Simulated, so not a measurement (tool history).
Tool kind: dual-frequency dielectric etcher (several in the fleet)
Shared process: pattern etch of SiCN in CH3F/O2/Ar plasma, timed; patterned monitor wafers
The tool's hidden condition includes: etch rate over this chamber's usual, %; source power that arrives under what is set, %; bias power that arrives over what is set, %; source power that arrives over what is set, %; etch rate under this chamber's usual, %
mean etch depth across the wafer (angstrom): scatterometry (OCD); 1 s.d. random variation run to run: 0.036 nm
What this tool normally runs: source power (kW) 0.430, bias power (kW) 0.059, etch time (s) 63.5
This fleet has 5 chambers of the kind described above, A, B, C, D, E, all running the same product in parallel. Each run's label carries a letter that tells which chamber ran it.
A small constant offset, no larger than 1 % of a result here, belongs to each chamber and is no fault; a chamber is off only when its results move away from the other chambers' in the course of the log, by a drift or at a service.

run   hour  source power (kW)  bias power (kW)  etch time (s)  hours since the last wet clean  hours since the last source power generator calibration  hours since the last bias power generator calibration  read-back reference wafer on the same gauge, depth_nm  mean etch depth across the wafer (angstrom)
 1E    5.1              0.430            0.059           63.5                            55.2                                                    659.0                                                 2402.6                                                 27.401                                       230.01
 2A    8.5              0.430            0.059           63.5                            14.0                                                    755.6                                                 1783.2                                                 27.401                                       228.57
 3D   11.8              0.430            0.059           63.5                           197.7                                                    582.0                                                  898.2                                                 27.417                                       229.06
 4B   14.2              0.430            0.059           63.5                            59.7                                                   3401.4                                                 2217.3                                                 27.420                                       227.87
 5C   19.3              0.430            0.059           63.5                           188.2                                                   1226.0                                                 2779.4                                                 27.424                                       229.89
 6E   22.7              0.390            0.059           63.5                            72.8                                                    676.6                                                 2420.2                                                 27.433                                       221.91
 7B   25.9              0.390            0.059           63.5                            71.4                                                   3413.1                                                 2229.0                                                 27.439                                       219.35
 8C   30.9              0.390            0.059           63.5                           199.8                                                   1237.6                                                 2791.0                                                 27.440                                       221.30
 9A   34.4              0.390            0.059           63.5                            39.9                                                    781.5                                                 1809.1                                                 27.451                                       220.87
10D   39.2              0.390            0.059           63.5                           225.1                                                    609.4                                                  925.6                                                 27.452                                       220.86
11B   43.6              0.430            0.059           63.5                            89.1                                                   3430.8                                                 2246.7                                                 27.457                                       227.88
12A   46.1              0.430            0.059           46.5                            51.6                                                    793.2                                                 1820.8                                                 27.459                                       168.36
13E   49.5              0.430            0.059           46.5                            99.6                                                    703.4                                                 2447.0                                                 27.476                                       168.54
14D   52.8              0.430            0.059           46.5                           238.7                                                    623.0                                                  939.2                                                 27.474                                       167.98
15C   57.5              0.430            0.059           46.5                           226.4                                                   1264.2                                                 2817.6                                                 27.487                                       169.23
16C   62.4              0.430            0.059           46.5                           231.3                                                   1269.1                                                 2822.5                                                 27.469                                       168.89
17D   65.5              0.430            0.059           63.5                           251.4                                                    635.7                                                  951.9                                                 27.503                                       229.60
18E   70.3              0.430            0.059           63.5                           120.4                                                    724.2                                                 2467.8                                                 27.491                                       230.06
19B   74.7              0.430            0.059           63.5                           120.2                                                   3461.9                                                 2277.8                                                 27.514                                       228.06
20A   77.2              0.430            0.059           73.5                            82.7                                                    824.3                                                 1851.9                                                 27.495                                       265.84
21B   79.7              0.430            0.059           73.5                           125.2                                                   3466.9                                                 2282.8                                                 27.509                                       264.00
22D   83.1              0.430            0.059           73.5                           269.0                                                    653.3                                                  969.5                                                 27.513                                       265.23
23E   88.3              0.430            0.059           73.5                           138.4                                                    742.2                                                 2485.8                                                 27.513                                       267.08
24C   92.2              0.430            0.059           73.5                           261.1                                                   1298.9                                                 2852.3                                                 27.529                                       267.11
25A   95.3              0.430            0.059           63.5                           100.8                                                    842.4                                                 1870.0                                                 27.533                                       230.14
26E   99.2              0.430            0.059           63.5                           149.3                                                    753.1                                                 2496.7                                                 27.542                                       230.55
27A  103.5              0.430            0.059           52.5                           109.0                                                    850.6                                                 1878.2                                                 27.544                                       190.14
     105.0  -- chamber C: bias power generator calibrated
28D  108.7              0.430            0.059           52.5                           294.6                                                    678.9                                                  995.1                                                 27.556                                       190.58
29C  111.6              0.430            0.059           52.5                           280.5                                                   1318.3                                                    6.7                                                 27.553                                       191.09
30B  114.8              0.430            0.059           52.5                           160.3                                                   3502.0                                                 2317.9                                                 27.549                                       189.53
31E  119.4              0.430            0.059           52.5                           169.5                                                    773.3                                                 2516.9                                                 27.564                                       191.59
32D  122.8              0.430            0.059           63.5                           308.7                                                    693.0                                                 1009.2                                                 27.566                                       229.93
33C  126.8              0.430            0.059           63.5                           295.7                                                   1333.5                                                   21.9                                                 27.556                                       230.85

Is one chamber out of step, is the gauge drifting, or do the chambers differ by no more than their own small offsets? For an off chamber, give its letter and the likeliest cause.

The gauge drifts, so all chambers seem to drift together. No chamber is off.
Cause: gauge reads high (%) = 0.657.

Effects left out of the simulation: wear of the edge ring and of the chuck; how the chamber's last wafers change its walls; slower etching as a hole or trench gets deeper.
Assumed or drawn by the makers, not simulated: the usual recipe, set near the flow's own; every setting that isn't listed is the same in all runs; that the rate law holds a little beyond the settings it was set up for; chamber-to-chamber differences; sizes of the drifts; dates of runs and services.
